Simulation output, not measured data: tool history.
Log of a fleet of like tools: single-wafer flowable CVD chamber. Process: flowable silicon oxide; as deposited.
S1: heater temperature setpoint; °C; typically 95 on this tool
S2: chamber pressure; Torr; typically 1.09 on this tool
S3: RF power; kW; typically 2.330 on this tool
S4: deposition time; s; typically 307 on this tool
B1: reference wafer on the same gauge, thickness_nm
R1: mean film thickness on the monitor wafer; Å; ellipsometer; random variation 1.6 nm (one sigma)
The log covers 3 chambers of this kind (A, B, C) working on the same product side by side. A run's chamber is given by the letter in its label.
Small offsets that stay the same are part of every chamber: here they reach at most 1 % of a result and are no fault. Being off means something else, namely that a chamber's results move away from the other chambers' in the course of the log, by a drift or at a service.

| run | day | S1 | S2 | S3 | S4 | B1 | R1 |
|---|---|---|---|---|---|---|---|
| 1A | 0.142 | 95 | 1.09 | 2.330 | 307 | 308.07 | 3260.6 |
| 2B | 0.246 | 95 | 1.09 | 2.330 | 307 | 308.24 | 3262.7 |
| 3C | 0.458 | 95 | 1.09 | 2.330 | 307 | 307.94 | 3322.2 |
| 4A | 0.662 | 95 | 1.09 | 2.330 | 307 | 308.07 | 3304.5 |
| 5B | 0.867 | 95 | 1.09 | 2.330 | 307 | 308.39 | 3277.6 |
| 6C | 1.092 | 95 | 1.09 | 2.330 | 307 | 308.24 | 3342.5 |
| 7C | 1.283 | 95 | 0.91 | 2.035 | 307 | 307.69 | 2608.3 |
| 8B | 1.508 | 95 | 0.91 | 2.035 | 307 | 307.80 | 2552.9 |
| 9A | 1.658 | 95 | 0.91 | 2.035 | 307 | 308.06 | 2587.7 |
| 10C | 1.808 | 95 | 1.09 | 2.330 | 307 | 308.04 | 3333.2 |
| 11B | 1.967 | 95 | 1.09 | 2.330 | 307 | 308.16 | 3303.5 |
| 12A | 2.108 | 95 | 1.09 | 2.330 | 307 | 308.15 | 3290.2 |
| 13C | 2.254 | 95 | 1.09 | 2.330 | 307 | 308.22 | 3335.6 |
| 14B | 2.421 | 95 | 1.09 | 2.330 | 307 | 308.14 | 3332.4 |
| 15A | 2.608 | 95 | 1.09 | 2.330 | 307 | 308.46 | 3289.1 |
| 16C | 2.754 | 95 | 1.09 | 2.330 | 307 | 307.55 | 3360.3 |
| 17B | 2.917 | 95 | 1.09 | 2.330 | 307 | 308.04 | 3371.9 |
| 18A | 3.062 | 95 | 1.09 | 2.330 | 307 | 308.05 | 3277.8 |
| 19B | 3.229 | 95 | 1.09 | 2.330 | 283 | 308.16 | 3086.5 |
| 20C | 3.388 | 95 | 1.09 | 2.330 | 283 | 307.72 | 3053.1 |
| 21A | 3.504 | 95 | 1.09 | 2.330 | 283 | 308.10 | 3030.8 |
| 22C | 3.617 | 95 | 1.33 | 2.330 | 307 | 307.45 | 4134.7 |
| 23B | 3.742 | 95 | 1.33 | 2.330 | 307 | 308.14 | 4179.3 |
| 24A | 3.958 | 95 | 1.33 | 2.330 | 307 | 307.91 | 4136.5 |
| 25C | 4.138 | 95 | 1.09 | 2.330 | 307 | 307.80 | 3302.4 |
| 26A | 4.329 | 95 | 1.09 | 2.330 | 307 | 307.87 | 3301.2 |
| 27B | 4.550 | 95 | 1.09 | 2.330 | 307 | 308.30 | 3382.9 |
| 28C | 4.783 | 95 | 1.09 | 2.330 | 307 | 307.90 | 3311.3 |
| 29B | 4.921 | 95 | 1.09 | 2.330 | 307 | 308.35 | 3395.5 |
| 30A | 5.154 | 95 | 1.09 | 2.330 | 253 | 308.27 | 2709.0 |
| 31B | 5.267 | 95 | 1.09 | 2.330 | 253 | 308.23 | 2832.4 |
| 32C | 5.438 | 95 | 1.09 | 2.330 | 253 | 308.23 | 2764.3 |
| 33A | 5.596 | 95 | 1.09 | 2.330 | 307 | 307.79 | 3278.2 |
| 34A | 5.808 | 95 | 0.88 | 2.330 | 307 | 307.56 | 2519.1 |
| 35B | 5.979 | 95 | 0.88 | 2.330 | 307 | 307.91 | 2684.2 |
| 36C | 6.171 | 95 | 0.88 | 2.330 | 307 | 307.94 | 2579.8 |
| 37C | 6.350 | 95 | 1.09 | 2.330 | 307 | 307.58 | 3347.1 |

For the next run the whole fleet of 3 chambers uses the same settings. Give each chamber's results:
| 38A | 6.521 | 95 | 1.09 | 2.330 | 307 |  | ? |
| 38B | 6.521 | 95 | 1.09 | 2.330 | 307 |  | ? |
| 38C | 6.521 | 95 | 1.09 | 2.330 | 307 |  | ? |

| run | R1 |
|---|---|
| 38A | 3301.0 |
| 38B | 3484.8 |
| 38C | 3329.4 |

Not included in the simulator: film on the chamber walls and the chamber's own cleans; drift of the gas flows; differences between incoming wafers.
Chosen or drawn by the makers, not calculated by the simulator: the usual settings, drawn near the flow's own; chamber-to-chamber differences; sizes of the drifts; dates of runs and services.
